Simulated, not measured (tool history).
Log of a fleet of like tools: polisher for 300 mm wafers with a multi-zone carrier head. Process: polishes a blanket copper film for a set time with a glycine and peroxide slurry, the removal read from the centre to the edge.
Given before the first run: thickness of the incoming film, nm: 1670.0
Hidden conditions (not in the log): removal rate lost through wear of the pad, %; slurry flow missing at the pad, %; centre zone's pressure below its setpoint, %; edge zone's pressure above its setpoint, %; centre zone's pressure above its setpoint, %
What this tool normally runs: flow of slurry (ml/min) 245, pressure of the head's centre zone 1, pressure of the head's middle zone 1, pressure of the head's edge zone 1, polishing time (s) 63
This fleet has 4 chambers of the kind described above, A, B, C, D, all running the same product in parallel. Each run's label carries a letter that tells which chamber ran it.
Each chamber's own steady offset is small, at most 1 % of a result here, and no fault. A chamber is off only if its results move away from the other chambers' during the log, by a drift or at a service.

run   hour  flow of slurry (ml/min)  pressure of the head's centre zone  pressure of the head's middle zone  pressure of the head's edge zone  polishing time (s)  wafers polished on this pad  hours since the slurry nozzle was cleaned  hours since the centre zone pressure was calibrated  hours since the edge zone pressure was calibrated  film removed at the wafer's centre (Å)  film removed at mid-radius (Å)  film removed at the wafer's edge (Å)
 1B    4.1                      245                                   1                                   1                                 1                  63                          118                                      310.3                                                168.4                                             1056.9                                  2839.6                          2855.4                                2813.8
 2D    7.7                      245                                   1                                   1                                 1                  63                          806                                       57.9                                                329.8                                              599.8                                  2827.1                          2852.1                                2814.1
 3A   14.5                      245                                   1                                   1                                 1                  63                          357                                       96.7                                                219.1                                              417.4                                  2864.9                          2884.7                                2854.4
 4C   19.9                      245                                   1                                   1                                 1                  63                          366                                      382.2                                                593.4                                              103.5                                  2862.7                          2851.3                                2788.6
 5C   25.6                      245                                   1                                   1                                 1                  63                          442                                      387.9                                                599.1                                              109.2                                  2853.9                          2822.8                                2827.5
      28.5  -- chamber C: worn pad replaced by a new one
      31.4  -- chamber A: worn pad replaced by a new one
 6D   32.5                      245                                   1                                   1                              1.06                  63                         1136                                       82.7                                                354.6                                              624.6                                  2828.4                          2863.1                                2951.4
 7B   38.5                      245                                   1                                   1                              1.06                  63                          575                                      344.7                                                202.8                                             1091.3                                  2839.6                          2896.7                                2922.1
 8A   42.2                      245                                   1                                   1                              1.06                  63                          144                                      124.4                                                246.8                                              445.1                                  2871.1                          2833.8                                2979.8
      44.2  -- chamber D: worn pad replaced by a new one
 9C   47.2                      245                                   1                                   1                              1.06                  63                          249                                      409.5                                                620.7                                              130.8                                  2815.9                          2838.1                                2960.6
10D   52.6                      245                                   1                                   1                                 1                  63                          112                                      102.8                                                374.7                                              644.7                                  2862.4                          2887.9                                  2807
11A   57.7                      245                                   1                                   1                                 1                  63                          350                                      139.9                                                262.3                                              460.6                                  2780.2                          2852.6                                2852.3
12B     62                      245                                   1                                   1                                 1                  63                          887                                      368.2                                                226.3                                             1114.8                                  2825.2                          2890.6                                2860.6
      64.6  -- chamber C: worn pad replaced by a new one
      66.2  -- chamber B: worn pad replaced by a new one
13C     67                      245                                   1                                   1                                 1                  63                           32                                      429.3                                                640.5                                              150.6                                  2856.7                          2777.5                                2833.1
      68.1  -- chamber A: edge zone pressure recalibrated
14D   70.6                      245                                   1                                   1                                 1                  63                          351                                      120.8                                                392.7                                              662.7                                  2852.4                          2866.3                                2849.8
      72.9  -- chamber A: worn pad replaced by a new one
15A   74.5                      245                                   1                                   1                                 1                  63                           21                                      156.7                                                279.1                                                6.4                                  2808.6                            2826                                2802.3
16B   78.9                      245                                   1                                   1                                 1                  46                          168                                      385.1                                                243.2                                             1131.7                                    2056                          2079.6                                2079.6
17A   84.6                      245                                   1                                   1                                 1                  46                          156                                      166.8                                                289.2                                               16.5                                  2009.9                            2067                                2121.9
18D   91.4                      245                                   1                                   1                                 1                  46                          628                                      141.6                                                413.5                                              683.5                                    2074                          2096.7                                2015.7
19B   97.7                      245                                   1                                   1                                 1                  46                          418                                      403.9                                                  262                                             1150.5                                  2068.5                          2091.6                                2076.4
20C    103                      245                                   1                                   1                                 1                  63                          511                                      465.3                                                676.5                                              186.6                                    2859                            2843                                2868.9
21A    107                      245                                   1                                   1                                 1                  63                          453                                      189.2                                                311.6                                               38.9                                  2743.8                          2827.5                                2833.5
     109.8  -- chamber C: worn pad replaced by a new one
     113.7  -- chamber B: edge zone pressure recalibrated
22C  113.9                      245                                   1                                   1                                 1                  63                           55                                      476.2                                                687.4                                              197.5                                  2872.1                          2818.8                                2815.9
     116.9  -- chamber A: worn pad replaced by a new one
23D  118.1                      245                                   1                                   1                                 1                  63                          982                                      168.3                                                440.2                                              710.2                                  2852.9                          2864.7                                2778.2
24B  124.3                      245                                   1                                   1                                 1                  63                          772                                      430.5                                                288.6                                               10.7                                  2809.3                            2887                                2794.6
25B  127.8                      245                                   1                                   1                                 1                  63                          818                                        434                                                292.1                                               14.2                                  2836.2                          2864.6                                2826.3
26D    131                      245                                   1                                   1                                 1                  63                         1154                                      181.2                                                453.1                                              723.1                                  2834.8                          2842.3                                2802.2
27C  138.1                      245                                   1                                   1                                 1                  63                          377                                      500.4                                                711.6                                              221.7                                  2845.2                          2831.3                                  2859
     141.8  -- chamber B: worn pad replaced by a new one
28A  142.4                      245                                   1                                   1                                 1                  63                          338                                      224.6                                                  347                                               74.3                                  2718.6                          2869.9                                2842.4
     144.6  -- chamber D: worn pad replaced by a new one
29A  145.8                      245                                   1                                   1                                 1                  63                          384                                        228                                                350.4                                               77.7                                  2680.1                          2881.8                                2865.3
     148.1  -- chamber C: worn pad replaced by a new one
30D  150.7                      245                                   1                                   1                                 1                  63                           81                                      200.9                                                472.8                                              742.8                                    2874                          2837.4                                  2847
31C  154.5                      245                                   1                                   1                                 1                  63                           85                                      516.8                                                  728                                              238.1                                    2825                          2872.6                                2827.2
     156.3  -- chamber A: worn pad replaced by a new one
32B  159.9                      245                                   1                                   1                                 1                  63                          241                                      466.1                                                324.2                                               46.3                                  2835.6                            2857                                2836.6
33B  163.3                      245                                   1                                   1                                 1                  63                          286                                      469.5                                                327.6                                               49.7                                  2820.4                          2901.5                                2796.9
34A  167.3                      245                                   1                                   1                                 1                  63                          146                                      249.5                                                371.9                                               99.2                                  2696.3                          2796.5                                2807.3

Is one chamber off against the others, does the gauge drift, or is nothing wrong? If a chamber is off, say which, and what the likeliest cause is.

One chamber, A, drifts off from the rest bit by bit.
What lies behind it: centre zone's pressure below its setpoint, % = 5.63.

Chamber A could run next with any of the 4 candidate recipes listed below; each alters the usual settings, and their results appear as question marks. Which one brings its results back in line with what the other chambers deliver on the usual settings?
In line means no further than this from the other chambers' mean on the usual settings: film removed at the wafer's centre (Å) 63; film removed at mid-radius (Å) 93; film removed at the wafer's edge (Å) 83
35A-1  172.4                      250                                1.05                                   1                              0.98                  63                                                                                                                                                                                                                       ?                               ?                                     ?
35A-2  172.4                      240                                0.95                                   1                              1.02                  63                                                                                                                                                                                                                       ?                               ?                                     ?
35A-3  172.4                      245                                1.02                                   1                              0.99                  63                                                                                                                                                                                                                       ?                               ?                                     ?
35A-4  172.4                      245                                0.98                                   1                              1.01                  63                                                                                                                                                                                                                       ?                               ?                                     ?

Mean of the other chambers on the usual settings: film removed at the wafer's centre (Å) 2842; film removed at mid-radius (Å) 2857.8; film removed at the wafer's edge (Å) 2838.5
  run  film removed at the wafer's centre (Å)  film removed at mid-radius (Å)  film removed at the wafer's edge (Å)
35A-1                                  2842.8                            2878                                2828.3
35A-2                                  2535.3                          2865.2                                2877.9
35A-3                                  2747.4                          2871.5                                2838.2
35A-4                                  2630.3                            2872                                2868.3
35A-1 is the one that brings the chamber's results back in line with the other chambers.
